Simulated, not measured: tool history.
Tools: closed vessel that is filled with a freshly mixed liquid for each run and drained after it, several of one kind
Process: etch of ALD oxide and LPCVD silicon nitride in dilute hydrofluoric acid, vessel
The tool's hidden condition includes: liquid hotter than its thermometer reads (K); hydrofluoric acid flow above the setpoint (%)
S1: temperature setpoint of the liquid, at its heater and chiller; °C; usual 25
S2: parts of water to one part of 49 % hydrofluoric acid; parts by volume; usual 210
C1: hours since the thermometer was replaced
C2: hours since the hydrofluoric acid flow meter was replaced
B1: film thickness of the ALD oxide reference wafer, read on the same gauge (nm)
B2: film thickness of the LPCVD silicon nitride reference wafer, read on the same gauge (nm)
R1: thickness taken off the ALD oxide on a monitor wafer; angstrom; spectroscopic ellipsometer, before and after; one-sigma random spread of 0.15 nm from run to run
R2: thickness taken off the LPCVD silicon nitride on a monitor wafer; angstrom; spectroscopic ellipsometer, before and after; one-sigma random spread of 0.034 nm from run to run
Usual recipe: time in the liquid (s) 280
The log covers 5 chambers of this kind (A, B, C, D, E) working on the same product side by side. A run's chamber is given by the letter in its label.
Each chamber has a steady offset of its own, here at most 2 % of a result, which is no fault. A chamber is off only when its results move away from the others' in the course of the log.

Run 1A, hour 2.5: usual settings; C1 2245; C2 567.3; B1 70.023; B2 119.99. Result: R1 188.81 angstrom, R2 6.858 angstrom.
Run 2D, hour 7.2: usual settings; C1 767.6; C2 195.1; B1 70.004; B2 120.05. Result: R1 193.05 angstrom, R2 6.611 angstrom.
Run 3C, hour 11.7: usual settings; C1 919; C2 1440.7; B1 70.003; B2 120. Result: R1 189.52 angstrom, R2 6.2553 angstrom.
Run 4B, hour 16.3: usual settings; C1 1425.5; C2 39; B1 70.007; B2 120.05. Result: R1 189.59 angstrom, R2 7.2318 angstrom.
Run 5E, hour 20.1: usual settings; C1 2151.5; C2 71.2; B1 70.005; B2 120.05. Result: R1 190.86 angstrom, R2 6.5745 angstrom.
Run 6C, hour 22.3: usual settings; C1 929.6; C2 1451.3; B1 69.997; B2 120. Result: R1 190.99 angstrom, R2 6.5145 angstrom.
Run 7E, hour 24.6: usual settings but S1 29.5 °C, time in the liquid (s) 340; C1 2156; C2 75.7; B1 69.995; B2 119.99. Result: R1 272.18 angstrom, R2 10.14 angstrom.
Run 8B, hour 27.7: usual settings but S1 29.5 °C, time in the liquid (s) 340; C1 1436.9; C2 50.4; B1 70.008; B2 120.02. Result: R1 268.92 angstrom, R2 9.9746 angstrom.
Run 9A, hour 32.1: usual settings but S1 29.5 °C, time in the liquid (s) 340; C1 2274.6; C2 596.9; B1 69.998; B2 119.96. Result: R1 268.94 angstrom, R2 10.248 angstrom.
Run 10D, hour 35.8: usual settings but S1 29.5 °C, time in the liquid (s) 340; C1 796.2; C2 223.7; B1 70.003; B2 120.05. Result: R1 271.84 angstrom, R2 10.01 angstrom.
Run 11A, hour 38.5: usual settings but S1 29.5 °C, time in the liquid (s) 340; C1 2281; C2 603.3; B1 70.003; B2 119.99. Result: R1 269.71 angstrom, R2 10.549 angstrom.
Run 12B, hour 41.7: usual settings but time in the liquid (s) 365; C1 1450.9; C2 64.4; B1 69.996; B2 119.99. Result: R1 246.79 angstrom, R2 8.4907 angstrom.
Run 13D, hour 46.3: usual settings but time in the liquid (s) 365; C1 806.7; C2 234.2; B1 69.998; B2 119.96. Result: R1 253.85 angstrom, R2 8.6373 angstrom.
Run 14E, hour 48.6: usual settings but time in the liquid (s) 365; C1 2180; C2 99.7; B1 70.015; B2 120.01. Result: R1 247.92 angstrom, R2 8.5096 angstrom.
Run 15C, hour 51.1: usual settings but time in the liquid (s) 365; C1 958.4; C2 1480.1; B1 69.997; B2 120. Result: R1 244.56 angstrom, R2 8.3848 angstrom.
Run 16D, hour 55.3: usual settings but time in the liquid (s) 365; C1 815.7; C2 243.2; B1 69.996; B2 119.99. Result: R1 254.05 angstrom, R2 8.6416 angstrom.
Run 17A, hour 57.5: usual settings; C1 2300; C2 622.3; B1 70.001; B2 120.02. Result: R1 190.31 angstrom, R2 6.1904 angstrom.
Run 18B, hour 60.9: usual settings but S1 27 °C, time in the liquid (s) 445; C1 1470.1; C2 83.6; B1 70.021; B2 120.03. Result: R1 324.43 angstrom, R2 11.866 angstrom.
Run 19C, hour 63.5: usual settings but S1 27 °C, time in the liquid (s) 445; C1 970.8; C2 1492.5; B1 69.985; B2 119.96. Result: R1 323.18 angstrom, R2 12.008 angstrom.
Run 20E, hour 66.2: usual settings but S1 27 °C, time in the liquid (s) 445; C1 2197.6; C2 117.3; B1 70.001; B2 119.98. Result: R1 325.46 angstrom, R2 10.685 angstrom.
Run 21B, hour 70.9: usual settings but S1 27 °C, time in the liquid (s) 445; C1 1480.1; C2 93.6; B1 70.003; B2 120. Result: R1 322.39 angstrom, R2 11.802 angstrom.
Run 22A, hour 74.2: usual settings but S1 27 °C, time in the liquid (s) 445; C1 2316.7; C2 639; B1 70.01; B2 119.97. Result: R1 325.18 angstrom, R2 12.134 angstrom.
Run 23E, hour 76.8: usual settings; C1 2208.2; C2 127.9; B1 69.981; B2 120.03. Result: R1 192.25 angstrom, R2 6.3293 angstrom.
Run 24D, hour 81.2: usual settings; C1 841.6; C2 269.1; B1 70.026; B2 119.99. Result: R1 201.63 angstrom, R2 6.8789 angstrom.
Run 25C, hour 84.8: usual settings; C1 992.1; C2 1513.8; B1 70.017; B2 120.04. Result: R1 189.4 angstrom, R2 6.458 angstrom.
Run 26A, hour 88.4: usual settings; C1 2330.9; C2 653.2; B1 69.983; B2 120. Result: R1 189.41 angstrom, R2 6.3787 angstrom.
Run 27B, hour 91.1: usual settings; C1 1500.3; C2 113.8; B1 69.983; B2 120.01. Result: R1 188.57 angstrom, R2 6.5443 angstrom.
Run 28C, hour 95.9: usual settings but S1 23.5 °C, S2 305 parts by volume; C1 1003.2; C2 1524.9; B1 70.01; B2 119.98. Result: R1 111.56 angstrom, R2 4.6522 angstrom.
Run 29E, hour 100: usual settings but S1 23.5 °C, S2 305 parts by volume; C1 2231.4; C2 151.1; B1 70.008; B2 120.02. Result: R1 112.74 angstrom, R2 4.2913 angstrom.
Run 30D, hour 103.3: usual settings but S1 23.5 °C, S2 305 parts by volume; C1 863.7; C2 291.2; B1 70.01; B2 119.99. Result: R1 119.6 angstrom, R2 4.6685 angstrom.
Run 31B, hour 107.1: usual settings but S1 23.5 °C, S2 305 parts by volume; C1 1516.3; C2 129.8; B1 70.001; B2 119.97. Result: R1 112.99 angstrom, R2 3.7321 angstrom.
Run 32D, hour 110.4: usual settings but S1 23.5 °C, S2 305 parts by volume; C1 870.8; C2 298.3; B1 69.996; B2 119.93. Result: R1 119.56 angstrom, R2 4.7107 angstrom.
Run 33E, hour 114.1: usual settings; C1 2245.5; C2 165.2; B1 69.971; B2 120.01. Result: R1 194.07 angstrom, R2 7.2011 angstrom.

All 5 chambers run these settings next. Forecast each chamber's results:
Run 34A, hour 117.5: usual settings but S2 285 parts by volume. Result: R1 ?, R2 ?.
Run 34B, hour 117.5: usual settings but S2 285 parts by volume. Result: R1 ?, R2 ?.
Run 34C, hour 117.5: usual settings but S2 285 parts by volume. Result: R1 ?, R2 ?.
Run 34D, hour 117.5: usual settings but S2 285 parts by volume. Result: R1 ?, R2 ?.
Run 34E, hour 117.5: usual settings but S2 285 parts by volume. Result: R1 ?, R2 ?.

run      R1      R2
34A  128.86  5.0126
34B   129.9  4.5576
34C  129.63  4.9681
34D  139.22  5.9279
34E  131.66  4.8514

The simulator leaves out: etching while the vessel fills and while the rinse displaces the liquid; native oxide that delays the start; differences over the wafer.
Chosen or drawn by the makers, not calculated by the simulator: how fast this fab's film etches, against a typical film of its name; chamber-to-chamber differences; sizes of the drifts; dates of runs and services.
